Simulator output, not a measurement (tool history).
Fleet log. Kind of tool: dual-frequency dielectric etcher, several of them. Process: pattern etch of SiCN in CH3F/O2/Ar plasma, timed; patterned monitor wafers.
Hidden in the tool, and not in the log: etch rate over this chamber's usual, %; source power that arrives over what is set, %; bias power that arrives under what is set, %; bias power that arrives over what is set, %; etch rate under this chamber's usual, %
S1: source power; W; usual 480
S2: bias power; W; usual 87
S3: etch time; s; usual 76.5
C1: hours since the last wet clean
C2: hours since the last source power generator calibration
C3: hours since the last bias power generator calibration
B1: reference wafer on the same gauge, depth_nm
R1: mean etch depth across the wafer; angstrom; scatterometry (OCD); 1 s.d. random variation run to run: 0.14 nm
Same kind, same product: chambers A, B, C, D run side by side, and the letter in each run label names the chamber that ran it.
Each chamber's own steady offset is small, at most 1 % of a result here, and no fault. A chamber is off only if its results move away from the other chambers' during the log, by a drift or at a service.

run 1A day=0.254 | S1=480 S2=87 S3=76.5 | C1=273.9 C2=4009.3 C3=287.7 | B1=33.716 | R1=326.59
run 2C day=0.512 | S1=480 S2=87 S3=76.5 | C1=256.4 C2=2872.8 C3=4022.3 | B1=33.671 | R1=325.43
run 3B day=0.704 | S1=480 S2=87 S3=76.5 | C1=303.9 C2=1835.2 C3=380 | B1=33.736 | R1=328.45
run 4D day=1.083 | S1=480 S2=87 S3=76.5 | C1=66.6 C2=1441.3 C3=1152.8 | B1=33.714 | R1=331.16
run 5B day=1.462 | S1=480 S2=87 S3=76.5 | C1=322.1 C2=1853.4 C3=398.2 | B1=33.704 | R1=328.8
run 6A day=1.75 | S1=480 S2=87 S3=76.5 | C1=309.8 C2=4045.2 C3=323.6 | B1=33.712 | R1=325.23
run 7C day=1.95 | S1=480 S2=87 S3=76.5 | C1=290.9 C2=2907.3 C3=4056.8 | B1=33.723 | R1=326.43
run 8D day=2.192 | S1=480 S2=87 S3=76.5 | C1=93.2 C2=1467.9 C3=1179.4 | B1=33.721 | R1=327.92
run 9A day=2.412 | S1=480 S2=87 S3=76.5 | C1=325.7 C2=4061.1 C3=339.5 | B1=33.698 | R1=327.1
run 10B day=2.821 | S1=480 S2=87 S3=76.5 | C1=354.7 C2=1886 C3=430.8 | B1=33.738 | R1=328.52
run 11C day=3.146 | S1=480 S2=77 S3=76.5 | C1=319.6 C2=2936 C3=4085.5 | B1=33.648 | R1=313.01
-- day=3.383 chamber B: wet clean of the chamber
run 12D day=3.388 | S1=480 S2=77 S3=76.5 | C1=121.9 C2=1496.6 C3=1208.1 | B1=33.708 | R1=313.99
run 13D day=3.767 | S1=480 S2=77 S3=76.5 | C1=131 C2=1505.7 C3=1217.2 | B1=33.723 | R1=316.33
run 14A day=4.158 | S1=480 S2=77 S3=76.5 | C1=367.6 C2=4103 C3=381.4 | B1=33.692 | R1=312.1
run 15C day=4.467 | S1=480 S2=87 S3=76.5 | C1=351.3 C2=2967.7 C3=4117.2 | B1=33.689 | R1=325.9
run 16B day=4.821 | S1=480 S2=87 S3=76.5 | C1=34.5 C2=1934 C3=478.8 | B1=33.687 | R1=329
run 17D day=5.188 | S1=480 S2=87 S3=76.5 | C1=165.1 C2=1539.8 C3=1251.3 | B1=33.698 | R1=330.49
run 18C day=5.396 | S1=480 S2=87 S3=76.5 | C1=373.6 C2=2990 C3=4139.5 | B1=33.71 | R1=326.17
run 19B day=5.738 | S1=400 S2=72 S3=76.5 | C1=56.5 C2=1956 C3=500.8 | B1=33.712 | R1=290.36
run 20A day=6.117 | S1=400 S2=72 S3=76.5 | C1=414.6 C2=4150 C3=428.4 | B1=33.712 | R1=286.99
run 21B day=6.512 | S1=400 S2=72 S3=76.5 | C1=75.1 C2=1974.6 C3=519.4 | B1=33.725 | R1=287.05
run 22C day=6.704 | S1=400 S2=72 S3=76.5 | C1=405 C2=3021.4 C3=4170.9 | B1=33.711 | R1=283.96
-- day=6.729 chamber A: wet clean of the chamber
run 23A day=7.021 | S1=480 S2=87 S3=76.5 | C1=7.1 C2=4171.7 C3=450.1 | B1=33.696 | R1=326.36
-- day=7.138 chamber C: wet clean of the chamber
run 24D day=7.454 | S1=480 S2=87 S3=76.5 | C1=219.5 C2=1594.2 C3=1305.7 | B1=33.679 | R1=329.92
run 25C day=7.667 | S1=480 S2=87 S3=76.5 | C1=12.7 C2=3044.5 C3=4194 | B1=33.723 | R1=313.02
run 26A day=7.925 | S1=480 S2=87 S3=76.5 | C1=28.8 C2=4193.4 C3=471.8 | B1=33.708 | R1=328.03
run 27B day=8.329 | S1=480 S2=87 S3=76.5 | C1=118.7 C2=2018.2 C3=563 | B1=33.69 | R1=330.28
run 28D day=8.75 | S1=480 S2=87 S3=76.5 | C1=250.6 C2=1625.3 C3=1336.8 | B1=33.685 | R1=330.85
run 29B day=9.067 | S1=480 S2=87 S3=76.5 | C1=136.4 C2=2035.9 C3=580.7 | B1=33.707 | R1=329.22
run 30D day=9.488 | S1=480 S2=87 S3=76.5 | C1=268.3 C2=1643 C3=1354.5 | B1=33.691 | R1=330.63
run 31C day=9.862 | S1=480 S2=87 S3=76.5 | C1=65.4 C2=3097.2 C3=4246.7 | B1=33.704 | R1=312.92
run 32A day=10.129 | S1=420 S2=106 S3=76.5 | C1=81.7 C2=4246.3 C3=524.7 | B1=33.701 | R1=331.76
run 33B day=10.483 | S1=420 S2=106 S3=76.5 | C1=170.4 C2=2069.9 C3=614.7 | B1=33.708 | R1=337.82
run 34C day=10.883 | S1=420 S2=106 S3=76.5 | C1=89.9 C2=3121.7 C3=4271.2 | B1=33.733 | R1=323.67
run 35A day=11.262 | S1=420 S2=106 S3=76.5 | C1=108.9 C2=4273.5 C3=551.9 | B1=33.708 | R1=334.33
run 36D day=11.554 | S1=480 S2=87 S3=76.5 | C1=317.9 C2=1692.6 C3=1404.1 | B1=33.711 | R1=329.66
run 37B day=11.867 | S1=480 S2=87 S3=76.5 | C1=203.6 C2=2103.1 C3=647.9 | B1=33.707 | R1=332.17
run 38D day=12.142 | S1=480 S2=87 S3=76.5 | C1=332 C2=1706.7 C3=1418.2 | B1=33.706 | R1=331.11
run 39A day=12.533 | S1=480 S2=87 S3=76.5 | C1=139.4 C2=4304 C3=582.4 | B1=33.701 | R1=327.79
run 40C day=12.729 | S1=480 S2=87 S3=76.5 | C1=134.2 C2=3166 C3=4315.5 | B1=33.698 | R1=314.63
run 41A day=13.029 | S1=480 S2=87 S3=76.5 | C1=151.3 C2=4315.9 C3=594.3 | B1=33.708 | R1=327.27
run 42B day=13.396 | S1=480 S2=87 S3=76.5 | C1=240.3 C2=2139.8 C3=684.6 | B1=33.7 | R1=330.6

Next, every chamber runs the same settings. What will each give?
run 43A day=13.708 | S1=480 S2=87 S3=76.5 | R1=?
run 43B day=13.708 | S1=480 S2=87 S3=76.5 | R1=?
run 43C day=13.708 | S1=480 S2=87 S3=76.5 | R1=?
run 43D day=13.708 | S1=480 S2=87 S3=76.5 | R1=?

run=43A R1=326.36
run=43B R1=328.11
run=43C R1=314.51
run=43D R1=330

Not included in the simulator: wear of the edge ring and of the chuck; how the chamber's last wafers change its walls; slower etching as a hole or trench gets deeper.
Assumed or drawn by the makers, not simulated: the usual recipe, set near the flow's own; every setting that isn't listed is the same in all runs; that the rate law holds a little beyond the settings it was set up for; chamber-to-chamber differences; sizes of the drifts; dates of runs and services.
